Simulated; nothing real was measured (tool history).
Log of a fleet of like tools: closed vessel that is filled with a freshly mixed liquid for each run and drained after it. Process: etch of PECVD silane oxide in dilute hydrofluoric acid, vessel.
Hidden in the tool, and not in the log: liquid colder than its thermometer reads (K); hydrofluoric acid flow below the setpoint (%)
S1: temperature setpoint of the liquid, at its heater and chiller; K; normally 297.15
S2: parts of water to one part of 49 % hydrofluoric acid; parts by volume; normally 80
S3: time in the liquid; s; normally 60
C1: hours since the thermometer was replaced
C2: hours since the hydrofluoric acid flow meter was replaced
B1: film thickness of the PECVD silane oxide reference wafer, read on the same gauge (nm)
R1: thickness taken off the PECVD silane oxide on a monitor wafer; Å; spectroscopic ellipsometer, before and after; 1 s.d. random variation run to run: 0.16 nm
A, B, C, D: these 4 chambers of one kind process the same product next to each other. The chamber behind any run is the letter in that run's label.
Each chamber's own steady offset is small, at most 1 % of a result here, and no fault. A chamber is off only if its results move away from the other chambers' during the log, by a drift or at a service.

run,hour,S1,S2,S3,C1,C2,B1,R1
1B,3.1,297.15,80,60,962.7,1379.1,29.974,290.57
2D,9.6,297.15,80,60,957.8,803.8,30.001,291.94
3A,13.7,297.15,80,60,439,654.3,29.995,292.92
4C,18.3,297.15,80,60,432.1,501.4,29.941,291.77
5C,21.5,297.15,80,60,435.3,504.6,30.03,290.79
6D,27.7,297.15,80,60,975.9,821.9,30.002,294.97
7B,32,297.15,80,60,991.6,1408,30.014,291.46
8A,35.4,297.15,80,60,460.7,676,30.047,294.63
9D,40.6,297.15,80,60,988.8,834.8,30.017,292.36
10A,45.1,297.15,80,60,470.4,685.7,30.005,294.77
11C,51.7,297.15,80,60,465.5,534.8,29.972,294.99
# hour 52.4: chamber A: hydrofluoric acid flow meter replaced
12B,57.3,297.15,80,60,1016.9,1433.3,29.967,294.16
13C,60.9,297.15,80,60,474.7,544,30.013,291.72
14A,65.6,300.15,100,60,490.9,13.3,29.992,260.9
15D,69.6,300.15,100,60,1017.8,863.8,29.94,258.52
16B,72.8,300.15,100,60,1032.4,1448.8,29.944,255.14
17D,79,300.15,100,60,1027.2,873.2,30.035,256.23
18C,82.9,297.15,120,60,496.7,566,30.019,184.22
19A,87.4,297.15,120,60,512.7,35.1,29.921,188.91
20B,93.7,297.15,120,60,1053.3,1469.7,30.029,184.77
21B,98,297.15,120,60,1057.6,1474,29.966,185.9
22D,101.8,301.65,80,60,1050,896,29.981,351.79
23A,106.3,301.65,80,60,531.6,54,30.013,352.03
24C,109.6,301.65,80,60,523.4,592.7,30.033,343.07
25A,113.6,301.65,80,60,538.9,61.3,29.964,348.58
26C,120.1,297.15,80,60,533.9,603.2,30.043,288.03
27D,126.4,297.15,80,60,1074.6,920.6,30.071,290.92
28B,133.4,297.15,80,60,1093,1509.4,29.991,290.46
29D,136.6,297.15,80,35,1084.8,930.8,30.008,170.31
30C,141.8,297.15,80,35,555.6,624.9,29.956,168.22
31B,147.4,297.15,80,35,1107,1523.4,30.002,170.6
32A,150.7,297.15,80,35,576,98.4,29.956,172.35
33B,156.6,297.15,80,60,1116.2,1532.6,29.989,287.67
34A,163.7,297.15,80,60,589,111.4,29.976,294.05
35D,170.4,297.15,80,60,1118.6,964.6,29.947,293.89
36C,175.1,297.15,80,60,588.9,658.2,30.018,282.89
37B,179.6,297.15,80,60,1139.2,1555.6,29.958,289.61
38C,186.1,297.15,80,60,599.9,669.2,30.032,282.15

Has any chamber moved away from the others, gradually or after a service, or does the common gauge drift, or do the chambers differ only by their own small steady offsets? State the chamber and the most likely cause if one applies.

It is chamber C that slowly wanders off from its peers.
Likeliest cause: hydrofluoric acid flow below the setpoint (%) = 3.21.
With only this log, it may be confused with: liquid colder than its thermometer reads (K).

Below are 4 candidate recipes for chamber C's next run, each the usual settings with a change, their results shown as question marks. Which of them brings C's results back in line with what the other chambers give on the usual settings?
In-line tolerance around the mean of the other chambers on the usual settings: R1 5.5 Å
39C-1,191.2,296.15,80,60,,,,?
39C-2,191.2,297.15,85,60,,,,?
39C-3,191.2,298.15,80,60,,,,?
39C-4,191.2,297.15,75,60,,,,?

Usual-settings mean across the other chambers: R1 293.46 Å
run,R1
39C-1,272.86
39C-2,265.56
39C-3,295.66
39C-4,305.16
39C-3 puts the chamber back in line with the other chambers.
